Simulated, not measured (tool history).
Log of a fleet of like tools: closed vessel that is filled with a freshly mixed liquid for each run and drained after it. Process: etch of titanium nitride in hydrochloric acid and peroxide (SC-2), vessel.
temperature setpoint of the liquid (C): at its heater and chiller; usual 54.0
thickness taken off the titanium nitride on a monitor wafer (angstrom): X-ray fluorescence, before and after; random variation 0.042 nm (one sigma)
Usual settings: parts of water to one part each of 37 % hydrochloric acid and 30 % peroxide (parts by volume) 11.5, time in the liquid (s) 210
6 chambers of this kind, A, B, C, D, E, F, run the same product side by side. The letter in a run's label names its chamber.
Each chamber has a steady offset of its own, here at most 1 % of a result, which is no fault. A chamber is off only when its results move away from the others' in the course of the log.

run,hour,temperature setpoint of the liquid (C),parts of water to one part each of 37 % hydrochloric acid and 30 % peroxide (parts by volume),time in the liquid (s),"read-back film thickness of the titanium nitride reference wafer, read on the same gauge (nm)",thickness taken off the titanium nitride on a monitor wafer (angstrom)
1A,2.4,54.0,11.5,210,119.99,75.248
2B,5.9,54.0,11.5,210,120.02,73.848
3D,10.5,54.0,11.5,210,119.98,74.401
4E,14.5,54.0,11.5,210,119.97,74.627
# hour 16.9: chamber A: new drum of peroxide connected
5C,17.6,54.0,11.5,210,120.02,73.616
6F,22.2,54.0,11.5,210,120.03,73.894
7F,26.7,54.0,11.5,210,120.00,74.008
8B,29.1,44.5,11.5,90,120.01,16.871
9A,32.0,44.5,11.5,90,120.01,16.932
10E,34.7,44.5,11.5,90,120.03,16.891
11D,38.5,44.5,11.5,90,120.01,16.720
12C,41.2,44.5,11.5,90,120.00,16.761
13A,44.6,44.5,11.5,90,119.99,17.156
14E,48.8,54.0,11.5,210,119.97,74.694
15F,52.1,54.0,11.5,210,119.98,74.593
16B,54.9,54.0,11.5,210,120.01,74.262
17C,59.2,54.0,11.5,210,120.00,74.148
18D,63.3,54.0,11.5,210,120.00,74.076
19D,66.4,54.0,11.5,210,119.97,74.043
20C,70.6,54.0,11.5,210,120.02,74.347
21E,74.3,54.0,11.5,210,119.98,76.386
22A,77.8,54.0,11.5,210,120.02,76.099
23B,81.6,54.0,11.5,210,120.02,74.786
24F,84.7,54.0,11.5,210,119.97,74.187
25A,87.4,54.0,11.5,210,120.00,76.367
26E,89.6,54.0,11.5,210,120.02,75.884
27C,94.4,54.0,11.5,210,120.01,74.611
28D,98.2,54.0,11.5,210,119.99,75.040
# hour 100.0: chamber A: thermometer replaced
29B,103.0,54.0,11.5,315,119.99,110.710
30F,106.4,54.0,11.5,315,120.01,111.390
31D,108.9,54.0,11.5,315,119.98,112.470
32A,113.7,54.0,11.5,315,120.00,115.200
33F,118.1,54.0,11.5,315,120.00,112.590
34E,120.9,54.0,11.5,315,119.96,112.820
35B,124.6,54.0,11.5,210,119.97,74.413
36C,128.1,54.0,11.5,210,120.02,74.450
37D,131.6,54.0,11.5,210,119.98,75.663
38B,135.8,54.0,6.0,210,119.97,127.030
39F,138.7,54.0,6.0,210,119.97,124.930
40A,142.5,54.0,6.0,210,119.98,130.180
41E,144.6,54.0,6.0,210,120.00,127.070

Next, every chamber runs the same settings. What will each give?
42A,148.1,54.0,11.5,210,,?
42B,148.1,54.0,11.5,210,,?
42C,148.1,54.0,11.5,210,,?
42D,148.1,54.0,11.5,210,,?
42E,148.1,54.0,11.5,210,,?
42F,148.1,54.0,11.5,210,,?

run,thickness taken off the titanium nitride on a monitor wafer (angstrom)
42A,76.873
42B,73.904
42C,74.011
42D,75.133
42E,75.799
42F,74.910
